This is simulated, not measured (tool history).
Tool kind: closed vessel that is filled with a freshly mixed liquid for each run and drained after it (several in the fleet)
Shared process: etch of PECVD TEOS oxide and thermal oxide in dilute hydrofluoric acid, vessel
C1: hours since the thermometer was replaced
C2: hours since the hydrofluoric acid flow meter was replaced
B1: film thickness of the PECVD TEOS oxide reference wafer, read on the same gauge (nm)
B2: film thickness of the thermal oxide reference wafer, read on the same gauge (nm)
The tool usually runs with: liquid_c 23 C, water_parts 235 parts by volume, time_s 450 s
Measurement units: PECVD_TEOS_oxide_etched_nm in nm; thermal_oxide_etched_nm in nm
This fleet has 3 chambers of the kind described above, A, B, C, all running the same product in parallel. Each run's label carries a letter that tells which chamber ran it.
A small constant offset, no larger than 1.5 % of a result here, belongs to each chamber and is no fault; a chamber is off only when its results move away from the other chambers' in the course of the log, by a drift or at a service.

{"run": "1C", "hour": 5.1, "liquid_c": 23, "water_parts": 235, "time_s": 450, "C1": 1647.8, "C2": 505.8, "B1": 29.923, "B2": 140, "PECVD_TEOS_oxide_etched_nm": 25.407, "thermal_oxide_etched_nm": 7.6587}
{"run": "2B", "hour": 9.3, "liquid_c": 23, "water_parts": 235, "time_s": 450, "C1": 737.3, "C2": 1631.5, "B1": 29.986, "B2": 139.99, "PECVD_TEOS_oxide_etched_nm": 25.067, "thermal_oxide_etched_nm": 7.687}
{"run": "3A", "hour": 13.3, "liquid_c": 23, "water_parts": 235, "time_s": 450, "C1": 261.6, "C2": 1236.2, "B1": 30.016, "B2": 139.98, "PECVD_TEOS_oxide_etched_nm": 24.935, "thermal_oxide_etched_nm": 7.5595}
{"run": "4B", "hour": 16.7, "liquid_c": 23, "water_parts": 235, "time_s": 450, "C1": 744.7, "C2": 1638.9, "B1": 29.988, "B2": 140, "PECVD_TEOS_oxide_etched_nm": 24.707, "thermal_oxide_etched_nm": 7.6162}
{"run": "5C", "hour": 22.0, "liquid_c": 23, "water_parts": 235, "time_s": 450, "C1": 1664.7, "C2": 522.7, "B1": 30.05, "B2": 139.99, "PECVD_TEOS_oxide_etched_nm": 25.526, "thermal_oxide_etched_nm": 7.7055}
{"run": "6A", "hour": 28.2, "liquid_c": 23, "water_parts": 235, "time_s": 450, "C1": 276.5, "C2": 1251.1, "B1": 29.967, "B2": 140.02, "PECVD_TEOS_oxide_etched_nm": 25.07, "thermal_oxide_etched_nm": 7.5342}
{"run": "7B", "hour": 32.1, "liquid_c": 23, "water_parts": 235, "time_s": 450, "C1": 760.1, "C2": 1654.3, "B1": 30.044, "B2": 139.98, "PECVD_TEOS_oxide_etched_nm": 25.035, "thermal_oxide_etched_nm": 7.829}
{"run": "8C", "hour": 38.8, "liquid_c": 23, "water_parts": 235, "time_s": 450, "C1": 1681.5, "C2": 539.5, "B1": 30, "B2": 140.06, "PECVD_TEOS_oxide_etched_nm": 25.593, "thermal_oxide_etched_nm": 7.6348}
{"run": "9A", "hour": 44.6, "liquid_c": 23, "water_parts": 235, "time_s": 450, "C1": 292.9, "C2": 1267.5, "B1": 29.983, "B2": 140.04, "PECVD_TEOS_oxide_etched_nm": 25, "thermal_oxide_etched_nm": 7.5518}
{"run": "10B", "hour": 50.5, "liquid_c": 23, "water_parts": 235, "time_s": 450, "C1": 778.5, "C2": 1672.7, "B1": 30.022, "B2": 139.99, "PECVD_TEOS_oxide_etched_nm": 25.04, "thermal_oxide_etched_nm": 7.7225}
{"run": "11C", "hour": 57.1, "liquid_c": 23, "water_parts": 345, "time_s": 450, "C1": 1699.8, "C2": 557.8, "B1": 29.941, "B2": 140, "PECVD_TEOS_oxide_etched_nm": 15.554, "thermal_oxide_etched_nm": 4.6841}
{"run": "12A", "hour": 62.1, "liquid_c": 23, "water_parts": 345, "time_s": 450, "C1": 310.4, "C2": 1285, "B1": 29.957, "B2": 140.01, "PECVD_TEOS_oxide_etched_nm": 15.384, "thermal_oxide_etched_nm": 4.6718}
{"run": "13C", "hour": 67.7, "liquid_c": 23, "water_parts": 345, "time_s": 450, "C1": 1710.4, "C2": 568.4, "B1": 30.023, "B2": 140.02, "PECVD_TEOS_oxide_etched_nm": 15.337, "thermal_oxide_etched_nm": 4.6959}
{"run": "14B", "hour": 74.0, "liquid_c": 23, "water_parts": 235, "time_s": 450, "C1": 802, "C2": 1696.2, "B1": 29.969, "B2": 139.99, "PECVD_TEOS_oxide_etched_nm": 25.341, "thermal_oxide_etched_nm": 7.8219}
{"run": "15A", "hour": 79.5, "liquid_c": 23, "water_parts": 235, "time_s": 450, "C1": 327.8, "C2": 1302.4, "B1": 30.016, "B2": 139.96, "PECVD_TEOS_oxide_etched_nm": 24.935, "thermal_oxide_etched_nm": 7.6964}
{"run": "16B", "hour": 84.8, "liquid_c": 23, "water_parts": 235, "time_s": 450, "C1": 812.8, "C2": 1707, "B1": 29.977, "B2": 140, "PECVD_TEOS_oxide_etched_nm": 25.878, "thermal_oxide_etched_nm": 7.8486}
{"run": "17C", "hour": 89.6, "liquid_c": 23, "water_parts": 235, "time_s": 450, "C1": 1732.3, "C2": 590.3, "B1": 29.988, "B2": 139.98, "PECVD_TEOS_oxide_etched_nm": 25.404, "thermal_oxide_etched_nm": 7.7156}
{"run": "18A", "hour": 93.0, "liquid_c": 23, "water_parts": 235, "time_s": 450, "C1": 341.3, "C2": 1315.9, "B1": 29.959, "B2": 140.01, "PECVD_TEOS_oxide_etched_nm": 24.818, "thermal_oxide_etched_nm": 7.7465}
{"run": "19A", "hour": 97.4, "liquid_c": 23, "water_parts": 235, "time_s": 450, "C1": 345.7, "C2": 1320.3, "B1": 29.979, "B2": 140.02, "PECVD_TEOS_oxide_etched_nm": 24.871, "thermal_oxide_etched_nm": 7.7852}
{"run": "20C", "hour": 102.5, "liquid_c": 23, "water_parts": 235, "time_s": 450, "C1": 1745.2, "C2": 603.2, "B1": 29.972, "B2": 140, "PECVD_TEOS_oxide_etched_nm": 25.385, "thermal_oxide_etched_nm": 7.6909}
{"run": "21B", "hour": 109.2, "liquid_c": 23, "water_parts": 155, "time_s": 680, "C1": 837.2, "C2": 1731.4, "B1": 30.017, "B2": 140.01, "PECVD_TEOS_oxide_etched_nm": 64.607, "thermal_oxide_etched_nm": 19.906}
{"run": "22B", "hour": 114.1, "liquid_c": 23, "water_parts": 155, "time_s": 680, "C1": 842.1, "C2": 1736.3, "B1": 29.987, "B2": 140.02, "PECVD_TEOS_oxide_etched_nm": 65.615, "thermal_oxide_etched_nm": 20.031}
{"run": "23A", "hour": 119.8, "liquid_c": 23, "water_parts": 155, "time_s": 680, "C1": 368.1, "C2": 1342.7, "B1": 29.977, "B2": 140.05, "PECVD_TEOS_oxide_etched_nm": 62.072, "thermal_oxide_etched_nm": 19.058}
{"run": "24C", "hour": 122.9, "liquid_c": 23, "water_parts": 340, "time_s": 450, "C1": 1765.6, "C2": 623.6, "B1": 30.007, "B2": 140.03, "PECVD_TEOS_oxide_etched_nm": 15.968, "thermal_oxide_etched_nm": 4.8576}
{"run": "25C", "hour": 127.3, "liquid_c": 23, "water_parts": 340, "time_s": 450, "C1": 1770, "C2": 628, "B1": 30.019, "B2": 140.01, "PECVD_TEOS_oxide_etched_nm": 15.894, "thermal_oxide_etched_nm": 4.7926}
{"run": "26A", "hour": 133.2, "liquid_c": 23, "water_parts": 340, "time_s": 450, "C1": 381.5, "C2": 1356.1, "B1": 30, "B2": 140.01, "PECVD_TEOS_oxide_etched_nm": 15.631, "thermal_oxide_etched_nm": 4.8014}
{"run": "27B", "hour": 138.6, "liquid_c": 23, "water_parts": 235, "time_s": 450, "C1": 866.6, "C2": 1760.8, "B1": 30.008, "B2": 139.92, "PECVD_TEOS_oxide_etched_nm": 26.835, "thermal_oxide_etched_nm": 8.1366}
{"run": "28C", "hour": 144.6, "liquid_c": 23, "water_parts": 235, "time_s": 450, "C1": 1787.3, "C2": 645.3, "B1": 30.013, "B2": 139.97, "PECVD_TEOS_oxide_etched_nm": 25.331, "thermal_oxide_etched_nm": 7.7586}
{"run": "29A", "hour": 150.9, "liquid_c": 23, "water_parts": 235, "time_s": 450, "C1": 399.2, "C2": 1373.8, "B1": 30.029, "B2": 140.05, "PECVD_TEOS_oxide_etched_nm": 24.987, "thermal_oxide_etched_nm": 7.6481}
{"run": "30B", "hour": 154.6, "liquid_c": 23, "water_parts": 235, "time_s": 450, "C1": 882.6, "C2": 1776.8, "B1": 30.028, "B2": 140.02, "PECVD_TEOS_oxide_etched_nm": 26.711, "thermal_oxide_etched_nm": 8.1299}
{"run": "31C", "hour": 158.7, "liquid_c": 27.5, "water_parts": 315, "time_s": 450, "C1": 1801.4, "C2": 659.4, "B1": 30.039, "B2": 139.98, "PECVD_TEOS_oxide_etched_nm": 20.597, "thermal_oxide_etched_nm": 6.2245}
{"run": "32B", "hour": 165.0, "liquid_c": 27.5, "water_parts": 315, "time_s": 450, "C1": 893, "C2": 1787.2, "B1": 29.982, "B2": 140.04, "PECVD_TEOS_oxide_etched_nm": 21.351, "thermal_oxide_etched_nm": 6.6357}
{"run": "33A", "hour": 169.6, "liquid_c": 27.5, "water_parts": 315, "time_s": 450, "C1": 417.9, "C2": 1392.5, "B1": 30.01, "B2": 139.99, "PECVD_TEOS_oxide_etched_nm": 19.781, "thermal_oxide_etched_nm": 6.1368}
{"run": "34A", "hour": 176.0, "liquid_c": 23, "water_parts": 235, "time_s": 450, "C1": 424.3, "C2": 1398.9, "B1": 29.966, "B2": 140, "PECVD_TEOS_oxide_etched_nm": 24.7, "thermal_oxide_etched_nm": 7.6693}
{"run": "35C", "hour": 182.7, "liquid_c": 23, "water_parts": 235, "time_s": 450, "C1": 1825.4, "C2": 683.4, "B1": 30.012, "B2": 139.96, "PECVD_TEOS_oxide_etched_nm": 25.568, "thermal_oxide_etched_nm": 7.7641}
{"run": "36B", "hour": 186.0, "liquid_c": 23, "water_parts": 235, "time_s": 450, "C1": 914, "C2": 1808.2, "B1": 30, "B2": 139.98, "PECVD_TEOS_oxide_etched_nm": 26.828, "thermal_oxide_etched_nm": 8.1441}
{"run": "37B", "hour": 189.2, "liquid_c": 23, "water_parts": 235, "time_s": 450, "C1": 917.2, "C2": 1811.4, "B1": 30.002, "B2": 140.01, "PECVD_TEOS_oxide_etched_nm": 27.077, "thermal_oxide_etched_nm": 8.378}
{"run": "38A", "hour": 195.5, "liquid_c": 23, "water_parts": 235, "time_s": 450, "C1": 443.8, "C2": 1418.4, "B1": 29.986, "B2": 140.02, "PECVD_TEOS_oxide_etched_nm": 24.741, "thermal_oxide_etched_nm": 7.6167}
{"run": "39C", "hour": 201.1, "liquid_c": 23, "water_parts": 235, "time_s": 450, "C1": 1843.8, "C2": 701.8, "B1": 29.953, "B2": 139.95, "PECVD_TEOS_oxide_etched_nm": 25.157, "thermal_oxide_etched_nm": 7.8063}
{"run": "40A", "hour": 204.1, "liquid_c": 23, "water_parts": 235, "time_s": 450, "C1": 452.4, "C2": 1427, "B1": 29.948, "B2": 139.99, "PECVD_TEOS_oxide_etched_nm": 25.056, "thermal_oxide_etched_nm": 7.6998}

For the next run the whole fleet of 3 chambers uses the same settings. Give each chamber's results:
{"run": "41A", "hour": 208.9, "liquid_c": 23, "water_parts": 235, "time_s": 450, "PECVD_TEOS_oxide_etched_nm": "?", "thermal_oxide_etched_nm": "?"}
{"run": "41B", "hour": 208.9, "liquid_c": 23, "water_parts": 235, "time_s": 450, "PECVD_TEOS_oxide_etched_nm": "?", "thermal_oxide_etched_nm": "?"}
{"run": "41C", "hour": 208.9, "liquid_c": 23, "water_parts": 235, "time_s": 450, "PECVD_TEOS_oxide_etched_nm": "?", "thermal_oxide_etched_nm": "?"}

run=41A PECVD_TEOS_oxide_etched_nm=24.986 thermal_oxide_etched_nm=7.5874
run=41B PECVD_TEOS_oxide_etched_nm=27.528 thermal_oxide_etched_nm=8.3462
run=41C PECVD_TEOS_oxide_etched_nm=25.523 thermal_oxide_etched_nm=7.7574
